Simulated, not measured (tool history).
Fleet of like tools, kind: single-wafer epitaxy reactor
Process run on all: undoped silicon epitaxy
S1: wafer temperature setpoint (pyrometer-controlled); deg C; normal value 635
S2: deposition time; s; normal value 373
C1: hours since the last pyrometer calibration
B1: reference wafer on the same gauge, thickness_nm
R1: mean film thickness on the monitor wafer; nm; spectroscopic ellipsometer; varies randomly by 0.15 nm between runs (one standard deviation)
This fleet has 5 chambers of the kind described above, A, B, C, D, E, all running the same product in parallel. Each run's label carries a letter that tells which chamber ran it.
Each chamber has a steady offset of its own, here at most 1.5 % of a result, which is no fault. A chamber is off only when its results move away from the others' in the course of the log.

| run | day | S1 | S2 | C1 | B1 | R1 |
|---|---|---|---|---|---|---|
| 1B | 0.471 | 635 | 373 | 1756.4 | 49.603 | 44.841 |
| 2C | 0.896 | 635 | 373 | 2098.7 | 49.544 | 45.128 |
| 3D | 1.225 | 635 | 373 | 1267.8 | 49.597 | 45.201 |
| 4A | 1.712 | 635 | 373 | 699.6 | 49.591 | 45.018 |
| 5E | 2.021 | 635 | 373 | 1404.8 | 49.613 | 45.273 |
| 6B | 2.346 | 635 | 373 | 1801.4 | 49.566 | 45.019 |
| 7E | 2.625 | 635 | 373 | 1419.3 | 49.625 | 45.595 |
| 8D | 2.988 | 635 | 373 | 1310.1 | 49.567 | 45.218 |
| 9A | 3.517 | 635 | 373 | 742.9 | 49.602 | 44.926 |
| 10C | 3.867 | 635 | 373 | 2170 | 49.593 | 45.174 |
|  | 4.333 | chamber C: pyrometer calibrated |
| 11D | 4.35 | 649 | 373 | 1342.8 | 49.635 | 61.482 |
| 12B | 4.875 | 649 | 373 | 1862.1 | 49.574 | 61.448 |
| 13C | 5.196 | 649 | 373 | 20.8 | 49.576 | 62.16 |
| 14A | 5.617 | 649 | 373 | 793.3 | 49.591 | 60.892 |
| 15E | 6 | 649 | 373 | 1500.3 | 49.608 | 62.082 |
| 16D | 6.492 | 635 | 373 | 1394.2 | 49.617 | 45.108 |
| 17E | 6.9 | 635 | 373 | 1521.9 | 49.596 | 45.415 |
| 18C | 7.192 | 635 | 373 | 68.7 | 49.605 | 45.12 |
| 19A | 7.508 | 635 | 373 | 838.7 | 49.583 | 44.25 |
| 20B | 7.9 | 635 | 373 | 1934.7 | 49.642 | 45.307 |
| 21A | 8.404 | 635 | 373 | 860.2 | 49.586 | 44.375 |
| 22B | 8.938 | 635 | 373 | 1959.6 | 49.586 | 45.039 |
| 23E | 9.471 | 635 | 373 | 1583.6 | 49.622 | 45.368 |
| 24C | 9.892 | 635 | 373 | 133.5 | 49.59 | 45.237 |
|  | 10.396 | chamber B: pyrometer calibrated |
| 25D | 10.412 | 635 | 373 | 1488.3 | 49.583 | 45.198 |
| 26D | 10.942 | 635 | 373 | 1501 | 49.614 | 45.023 |
| 27C | 11.283 | 635 | 328 | 166.9 | 49.595 | 39.989 |
| 28B | 11.775 | 635 | 328 | 33.2 | 49.573 | 39.559 |
| 29A | 12.158 | 635 | 328 | 950.3 | 49.568 | 38.808 |
| 30E | 12.638 | 635 | 328 | 1659.6 | 49.561 | 40.076 |
| 31C | 13.117 | 635 | 328 | 210.9 | 49.574 | 39.518 |
| 32D | 13.462 | 635 | 373 | 1561.5 | 49.619 | 45.037 |
| 33E | 13.862 | 635 | 373 | 1689 | 49.613 | 45.252 |
| 34B | 14.138 | 635 | 373 | 89.9 | 49.623 | 44.848 |
| 35A | 14.608 | 622 | 309 | 1009.1 | 49.552 | 27.007 |
| 36C | 15.033 | 622 | 309 | 256.9 | 49.582 | 27.533 |
| 37E | 15.362 | 622 | 309 | 1725 | 49.587 | 28.093 |

Predict what each chamber gives when all 5 of them run the settings below next.
| 38A | 15.775 | 635 | 373 |  |  | ? |
| 38B | 15.775 | 635 | 373 |  |  | ? |
| 38C | 15.775 | 635 | 373 |  |  | ? |
| 38D | 15.775 | 635 | 373 |  |  | ? |
| 38E | 15.775 | 635 | 373 |  |  | ? |

| run | R1 |
|---|---|
| 38A | 43.636 |
| 38B | 45.002 |
| 38C | 44.969 |
| 38D | 45.344 |
| 38E | 45.63 |

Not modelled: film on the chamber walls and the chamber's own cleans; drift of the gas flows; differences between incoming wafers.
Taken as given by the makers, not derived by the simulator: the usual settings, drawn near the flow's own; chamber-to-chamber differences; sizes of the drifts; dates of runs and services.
